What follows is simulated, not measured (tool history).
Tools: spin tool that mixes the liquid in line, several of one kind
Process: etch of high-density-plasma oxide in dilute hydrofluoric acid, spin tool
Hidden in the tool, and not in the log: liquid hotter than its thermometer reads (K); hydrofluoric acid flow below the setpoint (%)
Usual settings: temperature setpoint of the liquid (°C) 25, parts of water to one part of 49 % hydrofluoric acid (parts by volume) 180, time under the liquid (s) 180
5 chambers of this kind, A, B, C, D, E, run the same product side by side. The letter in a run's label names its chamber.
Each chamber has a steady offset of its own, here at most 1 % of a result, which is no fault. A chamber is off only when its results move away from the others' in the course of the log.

run     day  temperature setpoint of the liquid (°C)  parts of water to one part of 49 % hydrofluoric acid (parts by volume)  time under the liquid (s)  hours since the thermometer was replaced  hours since the hydrofluoric acid flow meter was replaced  read-back film thickness of the high-density-plasma oxide reference wafer, read on the same gauge (nm)  thickness taken off the high-density-plasma oxide on a monitor wafer (nm)
 1D   0.358                                       25                                                                     180                        180                                     331.7                                                     1486.5                                                                                                  149.98                                                                     6.4091
      0.612  -- chamber B: hydrofluoric acid flow meter replaced
 2C   0.767                                       25                                                                     180                        180                                    1678.6                                                      749.7                                                                                                  150.00                                                                     6.2988
 3B   1.183                                       25                                                                     180                        180                                     169.9                                                       13.8                                                                                                  149.99                                                                     6.3241
 4A   1.679                                       25                                                                     180                        180                                     430.8                                                      116.1                                                                                                  149.99                                                                     6.3743
 5E   2.042                                       21                                                                     180                        180                                    1428.5                                                     1287.3                                                                                                  150.00                                                                     5.3524
 6D   2.654                                       21                                                                     180                        180                                     386.8                                                     1541.6                                                                                                  150.01                                                                     5.3942
 7E   3.279                                       21                                                                     180                        180                                    1458.2                                                     1317.0                                                                                                  150.01                                                                     5.3995
      3.712  -- chamber C: thermometer replaced
 8A   3.783                                       21                                                                     180                        180                                     481.3                                                      166.6                                                                                                  150.00                                                                     5.4629
 9B   4.400                                       21                                                                     180                        180                                     247.1                                                       91.0                                                                                                  149.99                                                                     5.4661
10C   4.958                                       25                                                                     180                        180                                      30.0                                                      850.3                                                                                                  149.98                                                                     6.2066
11A   5.467                                       25                                                                     180                        180                                     521.7                                                      207.0                                                                                                  149.99                                                                     6.3632
12D   6.088                                       25                                                                     180                        180                                     469.2                                                     1624.0                                                                                                  150.01                                                                     6.2894
13C   6.379                                       25                                                                     180                        180                                      64.1                                                      884.4                                                                                                  149.99                                                                     6.2710
14E   6.717                                       25                                                                     180                        180                                    1540.7                                                     1399.5                                                                                                  150.00                                                                     6.3339
15B   7.329                                       25                                                                     180                        180                                     317.4                                                      161.3                                                                                                  149.99                                                                     6.2340
16C   7.783                                       25                                                                     180                        180                                      97.8                                                      918.1                                                                                                  150.00                                                                     6.2596
17A   8.142                                       25                                                                     180                        180                                     585.9                                                      271.2                                                                                                  149.99                                                                     6.4447
18E   8.496                                       25                                                                     180                        130                                    1583.4                                                     1442.2                                                                                                  150.00                                                                     4.4552
19B   8.992                                       25                                                                     180                        130                                     357.3                                                      201.2                                                                                                  150.00                                                                     4.5941
20D   9.288                                       25                                                                     180                        130                                     546.0                                                     1700.8                                                                                                  149.99                                                                     4.5061
21E   9.921                                       25                                                                     180                        130                                    1617.6                                                     1476.4                                                                                                  150.02                                                                     4.4264
     10.246  -- chamber D: thermometer replaced
22C  10.521                                       25                                                                     180                        130                                     163.5                                                      983.8                                                                                                  150.01                                                                     4.5435
23A  11.112                                       25                                                                     180                        180                                     657.2                                                      342.5                                                                                                  150.00                                                                     6.2877
24B  11.542                                       25                                                                     180                        180                                     418.5                                                      262.4                                                                                                  150.01                                                                     6.2135
25D  12.067                                       25                                                                     240                        180                                      43.8                                                     1767.5                                                                                                  150.01                                                                     4.4474
26B  12.588                                       25                                                                     240                        180                                     443.6                                                      287.5                                                                                                  150.02                                                                     4.3247
27D  13.100                                       25                                                                     240                        180                                      68.6                                                     1792.3                                                                                                  150.01                                                                     4.4632
28A  13.704                                       25                                                                     240                        180                                     719.4                                                      404.7                                                                                                  150.01                                                                     4.4605
29C  14.300                                       25                                                                     240                        180                                     254.2                                                     1074.5                                                                                                  149.99                                                                     4.3899
30E  14.596                                       25                                                                     180                        180                                    1729.8                                                     1588.6                                                                                                  150.01                                                                     5.7721

What goes on in this fleet: one chamber off, a drifting gauge, or nothing beyond the chambers' own small offsets? Name the chamber and the cause, if any.

Chamber E drifts away from the others.
Cause: hydrofluoric acid flow below the setpoint (%) = 7.87.
The log may not tell that from: liquid colder than its thermometer reads (K).

Here are 4 candidates for chamber E's next run, each the usual settings with a change, their results left as question marks. Which one brings its results back in line with what the others give on the usual settings?
In line means no further than this from the other chambers' mean on the usual settings: thickness taken off the high-density-plasma oxide on a monitor wafer (nm) 0.2200
31E-1  15.071                                       25                                                                     180                        175                                                                                                                                                                                                                                                                                       ?
31E-2  15.071                                       25                                                                     180                        185                                                                                                                                                                                                                                                                                       ?
31E-3  15.071                                       25                                                                     185                        170                                                                                                                                                                                                                                                                                       ?
31E-4  15.071                                       25                                                                     175                        190                                                                                                                                                                                                                                                                                       ?

The other chambers' mean on the usual settings: thickness taken off the high-density-plasma oxide on a monitor wafer (nm) 6.2974
  run  thickness taken off the high-density-plasma oxide on a monitor wafer (nm)
31E-1                                                                     5.5981
31E-2                                                                     5.9180
31E-3                                                                     5.2568
31E-4                                                                     6.2929
31E-4 brings the chamber back in line.
